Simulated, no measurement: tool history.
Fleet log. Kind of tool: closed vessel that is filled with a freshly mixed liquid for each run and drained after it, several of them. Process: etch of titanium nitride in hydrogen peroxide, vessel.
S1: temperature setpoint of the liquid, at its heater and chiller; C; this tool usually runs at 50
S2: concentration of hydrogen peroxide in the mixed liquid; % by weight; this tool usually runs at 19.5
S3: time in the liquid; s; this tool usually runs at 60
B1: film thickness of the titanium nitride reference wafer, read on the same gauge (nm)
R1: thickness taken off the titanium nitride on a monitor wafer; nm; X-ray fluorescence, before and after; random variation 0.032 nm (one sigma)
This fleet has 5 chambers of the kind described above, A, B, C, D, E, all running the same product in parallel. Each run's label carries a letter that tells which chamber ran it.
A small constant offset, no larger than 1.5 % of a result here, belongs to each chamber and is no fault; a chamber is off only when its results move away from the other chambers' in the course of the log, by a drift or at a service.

run,hour,S1,S2,S3,B1,R1
1A,7,50,19.5,60,80.01,4.9005
2B,18,50,19.5,60,80.015,4.9193
3D,24.7,50,19.5,60,80.036,4.983
# hour 35.6: chamber D: thermometer replaced
4C,38.1,50,19.5,60,79.991,4.8744
5E,51,43.5,19.5,45,79.957,2.3008
6C,61.1,43.5,19.5,45,80.004,2.2816
7E,74.1,43.5,19.5,45,80.016,2.2791
8B,80.2,43.5,19.5,45,80.014,2.3321
9A,87.1,43.5,19.5,45,79.993,2.3092
10D,96.2,50,21.5,70,79.97,5.9881
11C,106.5,50,21.5,70,80.007,5.9086
12A,115.8,50,21.5,70,79.994,5.9068
13B,122.9,50,21.5,70,80.01,5.8923
14E,131.4,50,21.5,70,79.964,5.8303
15D,140.4,50,19.5,60,80.01,5.0395
16E,148.6,50,19.5,60,80.001,4.9512
17C,157.3,50,19.5,60,80,4.9234
18B,168.8,50,19.5,40,80.025,3.3261
19A,182.4,50,19.5,40,80.004,3.3889
20D,189.5,50,19.5,40,80.01,3.3262
21A,203,50,19.5,40,80.004,3.3941
22C,211.8,50,19.5,40,80,3.2568
# hour 215.3: chamber C: thermometer replaced
23B,221.8,50,19.5,60,80.005,4.9765
24D,233,50,19.5,60,80.017,5.0508
25E,242.5,50,19.5,60,80.014,4.9404
26A,253.5,50,19.5,60,80.027,5.1349
27C,266.8,50,19.5,60,79.987,4.9319
28D,273.6,50,19.5,60,80.029,5.0866
# hour 276.7: chamber B: new drum of peroxide connected
# hour 278: chamber A: new drum of peroxide connected
29E,281.2,45,19.5,40,80.009,2.2669
30B,287.8,45,19.5,40,80.005,2.3094
31A,296.5,45,19.5,40,80.002,2.4302
32E,308.6,45,19.5,40,80.044,2.265

Is one chamber off against the others, does the gauge drift, or is nothing wrong? If a chamber is off, say which, and what the likeliest cause is.

It is chamber A that slowly wanders off from its peers.
Cause: liquid hotter than its thermometer reads (K) = 0.934.

Which of the 4 candidates below, each the usual settings with something changed and its results left as question marks, puts chamber A back in line with what the other chambers give on the usual settings?
Maximum distance from the other chambers' mean on the usual settings for a result to count as in line: R1 0.11 nm
33A-1,318.4,51.5,19.5,60,,?
33A-2,318.4,48.5,19.5,60,,?
33A-3,318.4,51,19.5,60,,?
33A-4,318.4,49,19.5,60,,?

The mean the other chambers reach with the usual settings: R1 4.9606 nm
run,R1
33A-1,5.8614
33A-2,4.7355
33A-3,5.6602
33A-4,4.9064
The answer is 33A-4, which returns the chamber to within the allowed miss of the others.
